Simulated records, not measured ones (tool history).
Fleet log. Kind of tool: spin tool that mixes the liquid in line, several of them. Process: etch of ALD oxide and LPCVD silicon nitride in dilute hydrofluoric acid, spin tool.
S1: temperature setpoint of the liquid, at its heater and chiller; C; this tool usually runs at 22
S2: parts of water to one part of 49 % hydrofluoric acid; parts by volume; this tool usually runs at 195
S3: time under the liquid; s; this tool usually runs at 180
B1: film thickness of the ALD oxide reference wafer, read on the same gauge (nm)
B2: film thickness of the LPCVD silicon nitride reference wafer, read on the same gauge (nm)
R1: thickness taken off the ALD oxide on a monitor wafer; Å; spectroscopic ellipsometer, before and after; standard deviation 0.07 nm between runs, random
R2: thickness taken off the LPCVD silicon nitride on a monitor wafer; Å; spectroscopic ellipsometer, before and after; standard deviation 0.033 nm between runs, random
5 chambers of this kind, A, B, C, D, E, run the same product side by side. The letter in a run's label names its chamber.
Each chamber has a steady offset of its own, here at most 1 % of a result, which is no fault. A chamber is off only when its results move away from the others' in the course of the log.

| run | hour | S1 | S2 | S3 | B1 | B2 | R1 | R2 |
|---|---|---|---|---|---|---|---|---|
| 1B | 11.2 | 22 | 195 | 180 | 89.980 | 120.01 | 138.150 | 4.0240 |
| 2E | 23.2 | 22 | 195 | 180 | 90.013 | 119.99 | 138.760 | 4.5435 |
| 3A | 32.1 | 22 | 195 | 180 | 90.001 | 119.97 | 138.450 | 4.3446 |
| 4C | 40.4 | 22 | 195 | 180 | 90.000 | 120.01 | 139.120 | 4.2953 |
| 5D | 52.1 | 22 | 195 | 180 | 89.980 | 120.00 | 138.310 | 4.4076 |
| 6C | 59.7 | 22 | 195 | 180 | 90.000 | 120.03 | 138.530 | 4.1681 |
| 7A | 69.0 | 22 | 195 | 180 | 90.031 | 120.02 | 138.040 | 4.1709 |
| 8B | 74.7 | 22 | 195 | 180 | 89.980 | 119.99 | 136.100 | 4.8667 |
| 9D | 84.3 | 22 | 195 | 180 | 89.996 | 120.00 | 138.680 | 4.4015 |
|  | 89.7 | chamber D: thermometer replaced |
| 10E | 90.1 | 22 | 195 | 180 | 90.006 | 120.02 | 138.300 | 3.8530 |
| 11C | 95.9 | 22 | 195 | 180 | 90.003 | 119.99 | 138.600 | 4.2664 |
| 12E | 104.6 | 22 | 195 | 180 | 89.985 | 120.01 | 138.640 | 4.5116 |
| 13D | 115.9 | 22 | 195 | 180 | 90.002 | 120.01 | 138.910 | 3.5614 |
| 14B | 124.9 | 22 | 195 | 180 | 90.012 | 120.00 | 138.700 | 4.2003 |
| 15A | 132.4 | 22 | 195 | 180 | 90.013 | 119.99 | 137.740 | 4.1204 |
| 16C | 139.6 | 22 | 195 | 180 | 89.996 | 119.99 | 139.310 | 3.8760 |
| 17D | 146.4 | 22 | 195 | 180 | 90.015 | 120.00 | 139.510 | 4.5001 |
| 18E | 156.6 | 22 | 195 | 180 | 89.961 | 119.98 | 139.100 | 4.2520 |
| 19A | 167.6 | 22 | 195 | 180 | 90.011 | 120.03 | 138.220 | 4.0334 |
| 20B | 173.4 | 22 | 195 | 180 | 90.011 | 120.01 | 134.620 | 4.5610 |
| 21C | 183.8 | 22 | 195 | 180 | 89.998 | 119.99 | 138.280 | 3.6906 |
| 22A | 190.6 | 22 | 195 | 180 | 90.003 | 119.99 | 138.030 | 4.4827 |
| 23E | 199.7 | 22 | 195 | 180 | 89.997 | 119.99 | 138.680 | 4.0423 |
| 24B | 206.6 | 22 | 195 | 180 | 90.013 | 120.00 | 136.540 | 3.6265 |
| 25D | 212.2 | 22 | 195 | 180 | 90.008 | 120.00 | 138.820 | 4.3620 |
|  | 215.9 | chamber E: thermometer replaced |
| 26E | 220.8 | 22 | 270 | 180 | 90.010 | 120.00 | 93.710 | 3.0268 |
| 27C | 231.6 | 22 | 270 | 180 | 90.011 | 119.99 | 93.468 | 2.6926 |
| 28B | 240.5 | 22 | 270 | 180 | 89.987 | 120.00 | 91.482 | 3.0455 |
| 29A | 251.7 | 22 | 270 | 180 | 90.013 | 120.02 | 92.501 | 3.0959 |
| 30D | 257.7 | 22 | 270 | 180 | 90.010 | 120.00 | 92.999 | 2.6692 |
| 31C | 263.7 | 22 | 145 | 180 | 90.027 | 120.00 | 193.710 | 5.1815 |
| 32E | 274.2 | 22 | 145 | 180 | 90.001 | 119.99 | 201.060 | 5.7666 |
| 33D | 285.6 | 22 | 145 | 180 | 90.001 | 119.98 | 197.820 | 6.0130 |
| 34B | 294.0 | 22 | 145 | 180 | 89.990 | 119.98 | 193.820 | 5.4503 |
| 35A | 301.3 | 22 | 145 | 180 | 90.009 | 120.01 | 196.120 | 5.8475 |
| 36D | 307.4 | 22 | 195 | 145 | 90.008 | 120.02 | 111.580 | 3.6495 |
| 37B | 313.1 | 22 | 195 | 145 | 90.007 | 120.00 | 110.070 | 3.6156 |
| 38A | 322.5 | 22 | 195 | 145 | 89.984 | 120.00 | 110.980 | 3.3030 |
| 39E | 331.4 | 22 | 195 | 145 | 89.989 | 120.02 | 114.570 | 3.3721 |
|  | 339.2 | chamber D: hydrofluoric acid flow meter replaced |
| 40C | 340.7 | 22 | 195 | 145 | 90.003 | 120.00 | 111.140 | 3.2303 |
| 41D | 350.3 | 22 | 115 | 180 | 89.992 | 120.01 | 259.920 | 6.2242 |
| 42C | 361.5 | 22 | 115 | 180 | 90.008 | 120.01 | 253.040 | 6.7325 |

Each of the 5 chambers runs these same settings next. Fill in every chamber's results:
| 43A | 370.1 | 22 | 195 | 180 |  |  | ? | ? |
| 43B | 370.1 | 22 | 195 | 180 |  |  | ? | ? |
| 43C | 370.1 | 22 | 195 | 180 |  |  | ? | ? |
| 43D | 370.1 | 22 | 195 | 180 |  |  | ? | ? |
| 43E | 370.1 | 22 | 195 | 180 |  |  | ? | ? |

| run | R1 | R2 |
|---|---|---|
| 43A | 136.570 | 4.0593 |
| 43B | 137.170 | 4.2180 |
| 43C | 137.960 | 3.8524 |
| 43D | 140.190 | 4.0802 |
| 43E | 142.800 | 4.0134 |

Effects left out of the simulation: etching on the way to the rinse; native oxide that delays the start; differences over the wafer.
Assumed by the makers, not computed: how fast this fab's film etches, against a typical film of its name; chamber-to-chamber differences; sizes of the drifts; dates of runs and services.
